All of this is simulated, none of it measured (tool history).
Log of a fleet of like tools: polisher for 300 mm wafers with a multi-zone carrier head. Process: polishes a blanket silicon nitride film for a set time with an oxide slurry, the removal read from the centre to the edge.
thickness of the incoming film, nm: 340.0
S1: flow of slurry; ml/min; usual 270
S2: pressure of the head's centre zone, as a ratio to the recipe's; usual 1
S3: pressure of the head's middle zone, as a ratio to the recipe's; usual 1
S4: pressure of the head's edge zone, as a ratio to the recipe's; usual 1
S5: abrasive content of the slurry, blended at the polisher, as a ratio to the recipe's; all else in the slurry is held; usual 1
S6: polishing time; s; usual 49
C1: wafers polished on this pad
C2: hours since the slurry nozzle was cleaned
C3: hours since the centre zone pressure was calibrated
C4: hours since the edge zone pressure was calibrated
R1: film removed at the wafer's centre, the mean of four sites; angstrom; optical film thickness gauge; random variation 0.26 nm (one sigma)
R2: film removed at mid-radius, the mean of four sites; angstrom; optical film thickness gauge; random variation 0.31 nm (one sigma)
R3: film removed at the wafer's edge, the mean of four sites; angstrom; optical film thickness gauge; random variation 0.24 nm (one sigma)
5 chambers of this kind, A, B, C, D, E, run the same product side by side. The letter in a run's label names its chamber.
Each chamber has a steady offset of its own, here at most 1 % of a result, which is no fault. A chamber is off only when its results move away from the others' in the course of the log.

Run 1D, hour 3.7: usual settings; C1 295; C2 50.6; C3 74.1; C4 842. Result: R1 214.28 angstrom, R2 222.06 angstrom, R3 212.99 angstrom.
Run 2E, hour 8: usual settings; C1 842; C2 423; C3 309; C4 51.9. Result: R1 214.95 angstrom, R2 220.41 angstrom, R3 217.8 angstrom.
At hour 10.3: chamber B: slurry nozzle cleaned.
Run 3C, hour 12.9: usual settings; C1 915; C2 426.2; C3 94.2; C4 379.3. Result: R1 218.6 angstrom, R2 215.85 angstrom, R3 216.79 angstrom.
At hour 13.8: chamber B: worn pad replaced by a new one.
Run 4A, hour 16.6: usual settings; C1 626; C2 319.1; C3 1211.1; C4 341. Result: R1 214.79 angstrom, R2 214.28 angstrom, R3 216.2 angstrom.
Run 5B, hour 22.3: usual settings; C1 95; C2 12; C3 398.1; C4 49.1. Result: R1 215.61 angstrom, R2 219.12 angstrom, R3 214.87 angstrom.
Run 6D, hour 29.1: usual settings; C1 580; C2 76; C3 99.5; C4 867.4. Result: R1 218.64 angstrom, R2 217.32 angstrom, R3 213.5 angstrom.
At hour 29.2: chamber D: worn pad replaced by a new one.
At hour 35.3: chamber A: centre zone pressure recalibrated.
Run 7C, hour 35.5: usual settings; C1 1169; C2 448.8; C3 116.8; C4 401.9. Result: R1 218.16 angstrom, R2 215.38 angstrom, R3 217.08 angstrom.
Run 8E, hour 39: usual settings; C1 1190; C2 454; C3 340; C4 82.9. Result: R1 218.61 angstrom, R2 217.25 angstrom, R3 216.86 angstrom.
Run 9B, hour 44.4: usual settings; C1 343; C2 34.1; C3 420.2; C4 71.2. Result: R1 218.81 angstrom, R2 215.35 angstrom, R3 212.18 angstrom.
Run 10A, hour 48: usual settings but S1 190 ml/min; C1 978; C2 350.5; C3 12.7; C4 372.4. Result: R1 209.07 angstrom, R2 210.43 angstrom, R3 208.6 angstrom.
Run 11A, hour 54.2: usual settings but S1 190 ml/min; C1 1048; C2 356.7; C3 18.9; C4 378.6. Result: R1 206.09 angstrom, R2 202.86 angstrom, R3 209.53 angstrom.
Run 12B, hour 60.6: usual settings but S1 190 ml/min; C1 525; C2 50.3; C3 436.4; C4 87.4. Result: R1 205.48 angstrom, R2 201.78 angstrom, R3 210.61 angstrom.
At hour 60.8: chamber B: worn pad replaced by a new one.
At hour 64.2: chamber A: worn pad replaced by a new one.
Run 13E, hour 65.5: usual settings but S1 190 ml/min; C1 1488; C2 480.5; C3 366.5; C4 109.4. Result: R1 206.61 angstrom, R2 208.48 angstrom, R3 208.5 angstrom.
At hour 69.9: chamber C: worn pad replaced by a new one.
At hour 70.4: chamber E: worn pad replaced by a new one.
Run 14D, hour 70.9: usual settings but S1 190 ml/min; C1 468; C2 117.8; C3 141.3; C4 909.2. Result: R1 209.96 angstrom, R2 207.18 angstrom, R3 207.62 angstrom.
Run 15C, hour 76.4: usual settings; C1 73; C2 489.7; C3 157.7; C4 442.8. Result: R1 220.89 angstrom, R2 214.7 angstrom, R3 217.6 angstrom.
Run 16B, hour 82.4: usual settings; C1 243; C2 72.1; C3 458.2; C4 109.2. Result: R1 222.33 angstrom, R2 214.3 angstrom, R3 216.54 angstrom.
Run 17E, hour 88.7: usual settings; C1 206; C2 503.7; C3 389.7; C4 132.6. Result: R1 218.86 angstrom, R2 212.41 angstrom, R3 217.17 angstrom.
At hour 90.5: chamber E: centre zone pressure recalibrated.
At hour 91.6: chamber D: worn pad replaced by a new one.
Run 18D, hour 95.6: usual settings; C1 44; C2 142.5; C3 166; C4 933.9. Result: R1 215.66 angstrom, R2 216.29 angstrom, R3 216.96 angstrom.
Run 19A, hour 100.1: usual settings; C1 403; C2 402.6; C3 64.8; C4 424.5. Result: R1 217.41 angstrom, R2 215.3 angstrom, R3 216.79 angstrom.
Run 20C, hour 106.2: usual settings but S6 44 s; C1 407; C2 519.5; C3 187.5; C4 472.6. Result: R1 194.28 angstrom, R2 191.79 angstrom, R3 196.15 angstrom.
Run 21E, hour 109.9: usual settings but S6 44 s; C1 444; C2 524.9; C3 19.4; C4 153.8. Result: R1 190.44 angstrom, R2 192.53 angstrom, R3 191.42 angstrom.
At hour 110.8: chamber B: worn pad replaced by a new one.
Run 22A, hour 114.5: usual settings but S6 44 s; C1 564; C2 417; C3 79.2; C4 438.9. Result: R1 192.87 angstrom, R2 196.81 angstrom, R3 193.25 angstrom.
Run 23B, hour 118.4: usual settings but S6 44 s; C1 85; C2 108.1; C3 494.2; C4 145.2. Result: R1 195.36 angstrom, R2 193.87 angstrom, R3 191.9 angstrom.
Run 24C, hour 123.6: usual settings but S6 44 s; C1 603; C2 536.9; C3 204.9; C4 490. Result: R1 196.26 angstrom, R2 195.9 angstrom, R3 194.78 angstrom.
Run 25D, hour 127.2: usual settings; C1 399; C2 174.1; C3 197.6; C4 965.5. Result: R1 219.29 angstrom, R2 220.69 angstrom, R3 216.28 angstrom.
Run 26B, hour 132.6: usual settings; C1 245; C2 122.3; C3 508.4; C4 159.4. Result: R1 220.52 angstrom, R2 219.11 angstrom, R3 215.26 angstrom.
Run 27E, hour 137.9: usual settings but S2 1.11, S3 0.94; C1 758; C2 552.9; C3 47.4; C4 181.8. Result: R1 237.19 angstrom, R2 204.4 angstrom, R3 215.82 angstrom.
Run 28D, hour 142.2: usual settings but S2 1.11, S3 0.94; C1 568; C2 189.1; C3 212.6; C4 980.5. Result: R1 242.11 angstrom, R2 203.71 angstrom, R3 215.87 angstrom.
Run 29C, hour 145.8: usual settings but S2 1.11, S3 0.94; C1 852; C2 559.1; C3 227.1; C4 512.2. Result: R1 241.76 angstrom, R2 204.83 angstrom, R3 216.65 angstrom.
At hour 148.4: chamber D: worn pad replaced by a new one.
Run 30A, hour 151.5: usual settings but S2 1.11, S3 0.94; C1 980; C2 454; C3 116.2; C4 475.9. Result: R1 241.57 angstrom, R2 207.11 angstrom, R3 220.39 angstrom.
Run 31D, hour 155.3: usual settings but S2 1.11, S3 0.94; C1 77; C2 202.2; C3 225.7; C4 993.6. Result: R1 242.01 angstrom, R2 203.89 angstrom, R3 221.5 angstrom.
Run 32E, hour 159.8: usual settings but S2 0.93, S3 0.89; C1 1004; C2 574.8; C3 69.3; C4 203.7. Result: R1 198.95 angstrom, R2 195.12 angstrom, R3 213.21 angstrom.
At hour 160.1: chamber B: worn pad replaced by a new one.
Run 33C, hour 163.3: usual settings but S2 0.93, S3 0.89; C1 1048; C2 576.6; C3 244.6; C4 529.7. Result: R1 200.48 angstrom, R2 195.86 angstrom, R3 218.23 angstrom.
Run 34B, hour 167.1: usual settings but S2 0.93, S3 0.89; C1 78; C2 156.8; C3 542.9; C4 193.9. Result: R1 200.01 angstrom, R2 188.63 angstrom, R3 214.3 angstrom.
At hour 170.2: chamber A: worn pad replaced by a new one.
Run 35A, hour 173.4: usual settings but S2 0.93, S3 0.89; C1 36; C2 475.9; C3 138.1; C4 497.8. Result: R1 198.87 angstrom, R2 192.9 angstrom, R3 213.96 angstrom.
At hour 178.3: chamber E: worn pad replaced by a new one.
Run 36D, hour 178.7: usual settings but S2 0.93, S3 0.89; C1 340; C2 225.6; C3 249.1; C4 1017. Result: R1 203.21 angstrom, R2 199.34 angstrom, R3 212.14 angstrom.
Run 37A, hour 185.6: usual settings; C1 173; C2 488.1; C3 150.3; C4 510. Result: R1 217.22 angstrom, R2 213.15 angstrom, R3 212.56 angstrom.
Run 38E, hour 189.7: usual settings; C1 128; C2 604.7; C3 99.2; C4 233.6. Result: R1 219.13 angstrom, R2 213.89 angstrom, R3 212.44 angstrom.

All 5 chambers run these settings next. Forecast each chamber's results:
Run 39A, hour 194.7: usual settings but S2 1.11. Result: R1 ?, R2 ?, R3 ?.
Run 39B, hour 194.7: usual settings but S2 1.11. Result: R1 ?, R2 ?, R3 ?.
Run 39C, hour 194.7: usual settings but S2 1.11. Result: R1 ?, R2 ?, R3 ?.
Run 39D, hour 194.7: usual settings but S2 1.11. Result: R1 ?, R2 ?, R3 ?.
Run 39E, hour 194.7: usual settings but S2 1.11. Result: R1 ?, R2 ?, R3 ?.

run      R1      R2      R3
39A  246.73   217.7  214.51
39B  244.45  213.66  216.33
39C  244.31  216.27  215.79
39D  242.13  218.99  220.12
39E  240.39  212.93  217.27

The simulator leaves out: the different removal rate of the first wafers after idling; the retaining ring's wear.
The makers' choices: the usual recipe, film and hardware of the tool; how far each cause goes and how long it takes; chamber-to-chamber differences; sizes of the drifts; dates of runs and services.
